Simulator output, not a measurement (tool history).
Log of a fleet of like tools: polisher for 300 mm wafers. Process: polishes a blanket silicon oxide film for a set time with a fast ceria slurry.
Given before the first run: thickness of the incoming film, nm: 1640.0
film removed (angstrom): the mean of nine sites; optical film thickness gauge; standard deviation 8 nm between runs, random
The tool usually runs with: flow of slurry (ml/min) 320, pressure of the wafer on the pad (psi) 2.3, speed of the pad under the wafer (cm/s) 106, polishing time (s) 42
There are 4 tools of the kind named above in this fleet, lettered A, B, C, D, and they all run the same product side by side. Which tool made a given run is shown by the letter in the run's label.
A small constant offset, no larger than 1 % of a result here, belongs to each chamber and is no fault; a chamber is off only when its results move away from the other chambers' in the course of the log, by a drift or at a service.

run	hour	flow of slurry (ml/min)	pressure of the wafer on the pad (psi)	speed of the pad under the wafer (cm/s)	polishing time (s)	film removed (angstrom)
1D	6.4	320	2.3	106	42	6073.5
2C	10.0	320	2.3	106	42	6053.0
3A	14.6	320	2.3	106	42	6081.6
4B	20.3	320	2.3	106	42	5839.0
5D	25.5	320	2.3	106	42	6013.8
# hour 27.3: chamber B: worn pad replaced by a new one
# hour 29.6: chamber C: worn pad replaced by a new one
6C	32.5	320	2.3	106	42	6070.8
7B	37.6	320	2.3	106	42	5926.1
8A	42.9	320	2.7	106	51	8594.7
9B	46.7	320	2.7	106	51	8305.9
# hour 46.9: chamber D: worn pad replaced by a new one
10D	51.9	320	2.7	106	51	8617.3
# hour 52.5: chamber A: head pressure recalibrated
11A	57.4	320	2.7	106	51	8839.9
12C	61.1	320	2.3	106	42	6042.1
13A	68.7	320	1.7	76	42	3171.9
14C	74.0	320	1.7	76	42	3227.1
# hour 78.1: chamber B: worn pad replaced by a new one
15D	78.2	320	1.7	76	42	3189.5
16B	84.6	320	1.7	76	42	3150.9
# hour 89.0: chamber D: worn pad replaced by a new one
17B	91.0	320	2.3	106	42	6059.0
# hour 93.2: chamber C: worn pad replaced by a new one
18C	95.3	320	2.3	106	42	6096.1
19D	101.2	320	2.3	106	42	5956.9
20A	106.2	320	2.3	106	42	6116.6
21A	112.8	320	2.3	106	42	5977.0
22B	116.7	320	2.7	106	42	6956.6
# hour 120.4: chamber B: worn pad replaced by a new one
23D	124.1	320	2.7	106	42	7021.0
24C	128.4	320	2.7	106	42	6993.5
25B	135.8	320	2.7	106	42	7008.3
# hour 137.6: chamber D: worn pad replaced by a new one
26C	140.1	320	2.3	106	42	6131.3
27A	143.9	320	2.3	106	42	5946.9
28D	151.0	320	2.3	106	42	5930.2
29A	155.0	215	1.7	106	42	4111.3
30C	160.5	215	1.7	106	42	4327.6
# hour 161.0: chamber C: worn pad replaced by a new one
31B	166.9	215	1.7	106	42	4136.6
# hour 168.2: chamber B: worn pad replaced by a new one
32D	173.7	215	1.7	106	42	4226.9
33A	180.3	320	2.3	130	50	8378.1
34C	185.8	320	2.3	130	50	8792.0
35B	189.7	320	2.3	130	50	8797.0
# hour 190.1: chamber D: worn pad replaced by a new one
36D	193.2	320	2.3	130	50	8920.6
37A	196.9	320	2.3	106	42	5616.9
38B	204.0	320	2.3	106	42	5958.4
39D	209.9	320	2.3	106	42	6067.3
40C	217.4	320	2.3	106	42	5956.5
# hour 221.0: chamber B: worn pad replaced by a new one
41B	224.7	320	2.3	106	42	5937.4
# hour 227.2: chamber C: worn pad replaced by a new one
42C	229.9	320	2.3	106	42	6044.8
43D	234.2	320	2.3	106	42	5985.5

The same settings go to every chamber for the next run, one line per chamber below. Forecast the results for each:
44A	239.7	385	2.3	106	42	?
44B	239.7	385	2.3	106	42	?
44C	239.7	385	2.3	106	42	?
44D	239.7	385	2.3	106	42	?

run	film removed (angstrom)
44A	5468.0
44B	5868.6
44C	6120.3
44D	6129.7
